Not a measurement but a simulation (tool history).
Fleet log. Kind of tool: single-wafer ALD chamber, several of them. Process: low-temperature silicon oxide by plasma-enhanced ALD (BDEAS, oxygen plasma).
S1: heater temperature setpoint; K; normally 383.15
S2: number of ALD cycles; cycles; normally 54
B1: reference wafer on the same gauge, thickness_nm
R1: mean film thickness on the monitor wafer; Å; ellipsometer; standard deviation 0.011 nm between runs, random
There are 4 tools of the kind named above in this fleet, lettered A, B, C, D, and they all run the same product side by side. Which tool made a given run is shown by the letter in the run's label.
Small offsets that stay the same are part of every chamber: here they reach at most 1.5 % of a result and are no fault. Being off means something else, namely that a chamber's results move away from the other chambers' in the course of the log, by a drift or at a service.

run 1D hour=15.3 | S1=383.15 S2=54 | B1=6.0711 | R1=75.547
run 2B hour=26.1 | S1=383.15 S2=54 | B1=6.0718 | R1=76.497
run 3A hour=37.7 | S1=383.15 S2=54 | B1=6.0747 | R1=75.535
run 4C hour=47.9 | S1=383.15 S2=54 | B1=6.0738 | R1=74.857
run 5D hour=63 | S1=383.15 S2=54 | B1=6.0774 | R1=75.672
run 6C hour=78.1 | S1=383.15 S2=54 | B1=6.0779 | R1=75.286
run 7B hour=89.7 | S1=391.15 S2=58 | B1=6.0754 | R1=80.981
run 8A hour=101.2 | S1=391.15 S2=58 | B1=6.0807 | R1=80.13
run 9C hour=110 | S1=391.15 S2=58 | B1=6.0821 | R1=79.481
run 10D hour=122.1 | S1=391.15 S2=58 | B1=6.0813 | R1=79.975
run 11A hour=137 | S1=383.15 S2=54 | B1=6.0847 | R1=75.714
run 12B hour=146.2 | S1=383.15 S2=54 | B1=6.0826 | R1=76.637
run 13A hour=154.1 | S1=383.15 S2=54 | B1=6.0849 | R1=75.74
run 14C hour=169.2 | S1=383.15 S2=54 | B1=6.0838 | R1=75.05
run 15D hour=183.8 | S1=383.15 S2=54 | B1=6.0881 | R1=75.438
run 16B hour=195.3 | S1=383.15 S2=54 | B1=6.0884 | R1=76.912
run 17C hour=204 | S1=383.15 S2=54 | B1=6.088 | R1=75.061
run 18B hour=219.3 | S1=383.15 S2=54 | B1=6.0936 | R1=76.537
run 19A hour=227.2 | S1=383.15 S2=54 | B1=6.0922 | R1=75.983
run 20D hour=242.7 | S1=371.15 S2=57 | B1=6.0951 | R1=81.726
run 21C hour=250.2 | S1=371.15 S2=57 | B1=6.0941 | R1=81.304
run 22D hour=264.3 | S1=371.15 S2=57 | B1=6.0949 | R1=81.918
run 23B hour=277.7 | S1=371.15 S2=57 | B1=6.097 | R1=83.074
run 24A hour=290.3 | S1=383.15 S2=54 | B1=6.0992 | R1=76.089
run 25B hour=301.9 | S1=383.15 S2=54 | B1=6.1027 | R1=76.882
run 26A hour=315.7 | S1=383.15 S2=54 | B1=6.1024 | R1=76.066
run 27D hour=324.1 | S1=383.15 S2=54 | B1=6.1018 | R1=75.836
run 28C hour=334.4 | S1=383.15 S2=54 | B1=6.1016 | R1=75.026
run 29A hour=347.4 | S1=383.15 S2=54 | B1=6.1046 | R1=76.16
run 30D hour=355.2 | S1=388.15 S2=61 | B1=6.1039 | R1=84.796
run 31B hour=368.6 | S1=388.15 S2=61 | B1=6.1031 | R1=86.026
run 32C hour=376.6 | S1=388.15 S2=61 | B1=6.106 | R1=84.26

All chambers now run identical settings, listed one chamber a line with results as question marks. What results will each chamber show?
run 33A hour=387.8 | S1=383.15 S2=63 | R1=?
run 33B hour=387.8 | S1=383.15 S2=63 | R1=?
run 33C hour=387.8 | S1=383.15 S2=63 | R1=?
run 33D hour=387.8 | S1=383.15 S2=63 | R1=?

run=33A R1=88.748
run=33B R1=89.822
run=33C R1=87.812
run=33D R1=88.37
